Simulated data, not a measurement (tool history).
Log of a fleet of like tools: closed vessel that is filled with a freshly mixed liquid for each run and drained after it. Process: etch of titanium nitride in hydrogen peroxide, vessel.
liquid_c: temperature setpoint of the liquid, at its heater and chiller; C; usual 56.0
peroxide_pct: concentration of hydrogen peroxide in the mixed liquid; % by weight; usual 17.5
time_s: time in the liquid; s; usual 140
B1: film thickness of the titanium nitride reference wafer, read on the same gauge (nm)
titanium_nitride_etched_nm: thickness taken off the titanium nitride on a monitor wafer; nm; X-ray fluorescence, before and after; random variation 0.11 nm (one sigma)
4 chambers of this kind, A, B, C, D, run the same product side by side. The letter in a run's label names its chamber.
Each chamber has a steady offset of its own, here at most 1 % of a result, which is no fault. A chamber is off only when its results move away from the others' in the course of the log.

run 1C hour=12.6 | liquid_c=56.0 peroxide_pct=17.5 time_s=140 | B1=49.990 | titanium_nitride_etched_nm=13.0160
run 2D hour=24.5 | liquid_c=56.0 peroxide_pct=17.5 time_s=140 | B1=50.022 | titanium_nitride_etched_nm=13.1150
run 3B hour=34.1 | liquid_c=56.0 peroxide_pct=17.5 time_s=140 | B1=49.992 | titanium_nitride_etched_nm=12.8440
run 4A hour=42.9 | liquid_c=56.0 peroxide_pct=17.5 time_s=140 | B1=49.987 | titanium_nitride_etched_nm=13.2090
run 5D hour=49.3 | liquid_c=56.0 peroxide_pct=17.5 time_s=140 | B1=50.010 | titanium_nitride_etched_nm=13.2090
run 6B hour=60.1 | liquid_c=56.0 peroxide_pct=17.5 time_s=140 | B1=50.020 | titanium_nitride_etched_nm=12.9590
run 7C hour=71.9 | liquid_c=52.5 peroxide_pct=15.0 time_s=140 | B1=49.990 | titanium_nitride_etched_nm=9.7322
run 8A hour=81.5 | liquid_c=52.5 peroxide_pct=15.0 time_s=140 | B1=49.990 | titanium_nitride_etched_nm=10.0270
run 9B hour=91.5 | liquid_c=52.5 peroxide_pct=15.0 time_s=140 | B1=49.989 | titanium_nitride_etched_nm=9.6909
run 10C hour=100.7 | liquid_c=52.5 peroxide_pct=15.0 time_s=140 | B1=50.044 | titanium_nitride_etched_nm=9.7840
run 11A hour=113.8 | liquid_c=56.0 peroxide_pct=17.5 time_s=140 | B1=50.008 | titanium_nitride_etched_nm=13.1630
run 12D hour=121.2 | liquid_c=56.0 peroxide_pct=17.5 time_s=140 | B1=50.006 | titanium_nitride_etched_nm=13.3210
run 13B hour=133.6 | liquid_c=56.0 peroxide_pct=15.0 time_s=60 | B1=49.996 | titanium_nitride_etched_nm=5.3658
run 14C hour=141.7 | liquid_c=56.0 peroxide_pct=15.0 time_s=60 | B1=50.034 | titanium_nitride_etched_nm=5.3813
run 15A hour=152.9 | liquid_c=56.0 peroxide_pct=15.0 time_s=60 | B1=50.012 | titanium_nitride_etched_nm=5.4051
run 16D hour=165.2 | liquid_c=56.0 peroxide_pct=15.0 time_s=60 | B1=49.995 | titanium_nitride_etched_nm=5.4764
run 17C hour=175.7 | liquid_c=56.0 peroxide_pct=17.5 time_s=140 | B1=50.021 | titanium_nitride_etched_nm=13.0300
run 18A hour=182.8 | liquid_c=56.0 peroxide_pct=17.5 time_s=140 | B1=49.981 | titanium_nitride_etched_nm=12.9480
run 19B hour=189.0 | liquid_c=56.0 peroxide_pct=17.5 time_s=140 | B1=49.979 | titanium_nitride_etched_nm=13.1070
run 20D hour=196.0 | liquid_c=56.0 peroxide_pct=17.5 time_s=140 | B1=50.023 | titanium_nitride_etched_nm=13.2760
run 21C hour=205.1 | liquid_c=56.0 peroxide_pct=17.5 time_s=140 | B1=50.025 | titanium_nitride_etched_nm=12.9400
run 22A hour=214.5 | liquid_c=56.0 peroxide_pct=21.0 time_s=105 | B1=50.007 | titanium_nitride_etched_nm=10.2650
-- hour=220.9 chamber D: thermometer replaced
run 23B hour=225.0 | liquid_c=56.0 peroxide_pct=21.0 time_s=105 | B1=50.001 | titanium_nitride_etched_nm=10.2710
run 24D hour=233.6 | liquid_c=56.0 peroxide_pct=21.0 time_s=105 | B1=49.955 | titanium_nitride_etched_nm=10.2820
run 25C hour=242.9 | liquid_c=56.0 peroxide_pct=21.0 time_s=105 | B1=49.988 | titanium_nitride_etched_nm=10.2230
run 26D hour=254.3 | liquid_c=56.0 peroxide_pct=17.5 time_s=140 | B1=49.990 | titanium_nitride_etched_nm=13.0160
run 27B hour=261.6 | liquid_c=56.0 peroxide_pct=17.5 time_s=140 | B1=50.011 | titanium_nitride_etched_nm=13.0090
run 28A hour=271.5 | liquid_c=56.0 peroxide_pct=17.5 time_s=140 | B1=50.018 | titanium_nitride_etched_nm=13.0670
run 29C hour=280.3 | liquid_c=56.0 peroxide_pct=17.5 time_s=140 | B1=49.991 | titanium_nitride_etched_nm=12.9450
run 30D hour=288.0 | liquid_c=56.0 peroxide_pct=14.5 time_s=195 | B1=50.005 | titanium_nitride_etched_nm=17.6750
run 31B hour=297.1 | liquid_c=56.0 peroxide_pct=14.5 time_s=195 | B1=49.995 | titanium_nitride_etched_nm=17.4870
run 32A hour=304.7 | liquid_c=56.0 peroxide_pct=14.5 time_s=195 | B1=49.990 | titanium_nitride_etched_nm=17.6890
run 33D hour=312.0 | liquid_c=56.0 peroxide_pct=14.5 time_s=195 | B1=49.979 | titanium_nitride_etched_nm=17.4600
run 34B hour=320.0 | liquid_c=56.0 peroxide_pct=15.0 time_s=140 | B1=49.997 | titanium_nitride_etched_nm=12.6190
run 35A hour=329.1 | liquid_c=56.0 peroxide_pct=15.0 time_s=140 | B1=50.015 | titanium_nitride_etched_nm=12.6100
run 36C hour=339.7 | liquid_c=56.0 peroxide_pct=15.0 time_s=140 | B1=50.037 | titanium_nitride_etched_nm=12.5120
run 37B hour=351.2 | liquid_c=56.0 peroxide_pct=15.0 time_s=140 | B1=49.989 | titanium_nitride_etched_nm=12.6590
run 38A hour=362.3 | liquid_c=56.0 peroxide_pct=17.5 time_s=140 | B1=49.994 | titanium_nitride_etched_nm=13.0650
-- hour=368.0 chamber C: peroxide flow meter replaced
run 39D hour=372.4 | liquid_c=56.0 peroxide_pct=17.5 time_s=140 | B1=49.981 | titanium_nitride_etched_nm=13.2770
run 40C hour=383.1 | liquid_c=56.0 peroxide_pct=17.5 time_s=140 | B1=50.018 | titanium_nitride_etched_nm=12.8630
run 41D hour=392.1 | liquid_c=56.0 peroxide_pct=15.0 time_s=180 | B1=50.031 | titanium_nitride_etched_nm=16.3650
run 42C hour=404.1 | liquid_c=56.0 peroxide_pct=15.0 time_s=180 | B1=49.993 | titanium_nitride_etched_nm=16.2530

Next, every chamber runs the same settings. What will each give?
run 43A hour=413.9 | liquid_c=56.0 peroxide_pct=16.0 time_s=140 | titanium_nitride_etched_nm=?
run 43B hour=413.9 | liquid_c=56.0 peroxide_pct=16.0 time_s=140 | titanium_nitride_etched_nm=?
run 43C hour=413.9 | liquid_c=56.0 peroxide_pct=16.0 time_s=140 | titanium_nitride_etched_nm=?
run 43D hour=413.9 | liquid_c=56.0 peroxide_pct=16.0 time_s=140 | titanium_nitride_etched_nm=?

run=43A titanium_nitride_etched_nm=12.9490
run=43B titanium_nitride_etched_nm=12.6750
run=43C titanium_nitride_etched_nm=12.8060
run=43D titanium_nitride_etched_nm=12.7490
